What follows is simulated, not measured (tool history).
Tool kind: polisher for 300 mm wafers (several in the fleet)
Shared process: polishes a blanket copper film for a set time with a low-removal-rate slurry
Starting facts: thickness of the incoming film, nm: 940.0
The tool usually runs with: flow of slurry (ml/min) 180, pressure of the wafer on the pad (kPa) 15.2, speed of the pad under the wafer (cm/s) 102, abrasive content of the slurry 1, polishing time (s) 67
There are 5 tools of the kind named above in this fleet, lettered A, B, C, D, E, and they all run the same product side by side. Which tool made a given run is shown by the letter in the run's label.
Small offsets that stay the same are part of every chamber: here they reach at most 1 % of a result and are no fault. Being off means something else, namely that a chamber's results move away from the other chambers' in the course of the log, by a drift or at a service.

run    day  flow of slurry (ml/min)  pressure of the wafer on the pad (kPa)  speed of the pad under the wafer (cm/s)  abrasive content of the slurry  polishing time (s)  wafers polished on this pad  hours since the slurry nozzle was cleaned  hours since the head pressure was calibrated  hours since the slurry blender was calibrated  film removed (nm)
     0.212  -- chamber A: worn pad replaced by a new one
 1E  0.225                      180                                    15.2                                      102                               1                  67                          536                                      737.4                                         258.2                                          299.6             157.17
     0.546  -- chamber E: slurry nozzle cleaned
 2C    0.6                      180                                    15.2                                      102                               1                  67                          129                                       50.8                                          1058                                          125.9             160.15
 3B  0.892                      180                                    15.2                                      102                               1                  67                          857                                      306.2                                         369.7                                          166.5             159.11
 4A  1.096                      180                                    15.2                                      102                               1                  67                          130                                      131.4                                          68.5                                          159.1             159.16
 5D  1.275                      180                                    15.2                                      102                               1                  67                          207                                      119.9                                           583                                             83             157.84
 6E  1.479                      180                                    15.2                                      102                               1                  67                          721                                       22.5                                         288.3                                          329.7             157.29
     1.808  -- chamber A: slurry blender recalibrated
 7D  1.846                      180                                    15.2                                      102                               1                  67                          291                                      133.6                                         596.7                                           96.7             158.94
     1.992  -- chamber B: worn pad replaced by a new one
 8A  2.121                      180                                    15.2                                      102                               1                  67                          281                                        156                                          93.1                                            7.6             160.69
     2.446  -- chamber D: slurry blender recalibrated
 9C  2.467                      180                                    15.2                                      102                               1                  67                          404                                       95.6                                        1102.8                                          170.7             159.67
10B  2.729                      180                                    15.2                                      102                               1                  67                          109                                      350.3                                         413.8                                          210.6             158.32
     2.883  -- chamber C: head pressure recalibrated
11A  2.942                      180                                    15.2                                      102                               1                  67                          401                                      175.7                                         112.8                                           27.3             158.71
12B  3.138                      180                                    15.2                                      102                               1                  67                          169                                      360.1                                         423.6                                          220.4             158.71
13C  3.454                      180                                    15.2                                      102                               1                  67                          549                                      119.3                                          13.8                                          194.4             168.87
     3.558  -- chamber E: worn pad replaced by a new one
14D  3.817                      180                                    15.2                                      102                               1                  67                          581                                      180.9                                           644                                           32.9             157.16
15E  4.062                      180                                    15.2                                      102                               1                  67                           74                                       84.5                                         350.3                                          391.7             158.29
     4.133  -- chamber A: worn pad replaced by a new one
16D  4.233                      180                                    15.2                                      102                               1                  67                          643                                      190.9                                           654                                           42.9             157.46
17A  4.471                      180                                    15.2                                      102                               1                  67                           50                                      212.4                                         149.5                                             64              158.4
18C    4.7                      180                                    15.2                                      102                               1                  67                          733                                      149.2                                          43.7                                          224.3             167.06
19E  4.867                      180                                    15.2                                      102                               1                  67                          193                                      103.8                                         369.6                                            411             157.69
20B  5.071                      180                                    15.2                                      102                               1                  67                          453                                      406.5                                           470                                          266.8             159.04
     5.104  -- chamber E: slurry blender recalibrated
21A  5.438                      180                                    15.2                                      102                               1                  80                          192                                      235.6                                         172.7                                           87.2             188.62
22C  5.742                      180                                    15.2                                      102                               1                  80                          886                                      174.2                                          68.7                                          249.3             201.38
23D  6.075                      180                                    15.2                                      102                               1                  80                          914                                      235.1                                         698.2                                           87.1             189.03
     6.329  -- chamber B: slurry blender recalibrated
24B  6.412                      180                                    15.2                                      102                               1                  80                          651                                      438.7                                         502.2                                            2.1             191.81
     6.596  -- chamber C: worn pad replaced by a new one
25E  6.608                      180                                    15.2                                      102                               1                  80                          449                                      145.6                                         411.4                                           36.1             189.57
26E   6.95                      180                                    15.2                                      102                               1                  67                          500                                      153.8                                         419.6                                           44.3             158.28
27A  7.258                      180                                    15.2                                      102                               1                  67                          460                                      279.3                                         216.4                                          130.9             156.16
28C  7.429                      180                                    15.2                                      102                               1                  67                          122                                      214.7                                         109.2                                          289.8             168.41
29D  7.808                      180                                    15.2                                      102                               1                  67                         1169                                      276.7                                         739.8                                          128.7             158.99
     7.875  -- chamber D: slurry blender recalibrated
     7.921  -- chamber A: slurry blender recalibrated
     7.983  -- chamber A: worn pad replaced by a new one
30B  8.092                      230                                    15.2                                      102                               1                  67                          898                                        479                                         542.5                                           42.4             164.87
     8.325  -- chamber B: worn pad replaced by a new one
31A   8.35                      230                                    15.2                                      102                               1                  67                           54                                      305.5                                         242.6                                           10.3             163.06
     8.454  -- chamber D: worn pad replaced by a new one
32E  8.525                      230                                    15.2                                      102                               1                  67                          731                                      191.6                                         457.4                                           82.1              164.9
33D  8.779                      230                                    15.2                                      102                               1                  67                           47                                        300                                         763.1                                           21.7             165.29
     8.833  -- chamber C: slurry blender recalibrated
34B  9.033                      230                                    15.2                                      102                               1                  67                          104                                      501.6                                         565.1                                             65             164.31
35C  9.367                      180                                    15.2                                      102                               1                  67                          408                                      261.2                                         155.7                                           12.8             166.41
36C  9.546                      180                                    15.2                                      102                               1                  67                          434                                      265.5                                           160                                           17.1             168.57

Read the log: is a single chamber off, either drifting away or since a service, is the gauge that measures every chamber drifting, or is nothing wrong beyond small per-chamber offsets? Name any odd chamber and what most likely caused it.

After it was serviced, chamber C no longer matches the other chambers.
Likeliest cause: head's pressure above its setpoint, % = 5.53.

Here are 4 candidates for chamber C's next run, each the usual settings with a change, their results left as question marks. Which one brings its results back in line with what the others give on the usual settings?
In line means no further than this from the other chambers' mean on the usual settings: film removed (nm) 3.7
37C-1  9.817                      180                                    14.5                                      100                               1                  67                                                                                                                                                                                       ?
37C-2  9.817                      180                                    15.2                                      102                               1                  71                                                                                                                                                                                       ?
37C-3  9.817                      180                                    15.2                                      102                               1                  66                                                                                                                                                                                       ?
37C-4  9.817                      180                                    15.2                                      102                               1                  68                                                                                                                                                                                       ?

Usual-settings mean across the other chambers: film removed (nm) 158.69
  run  film removed (nm)
37C-1             157.86
37C-2             178.67
37C-3             166.09
37C-4             171.12
It is 37C-1 that realigns the chamber with its peers.
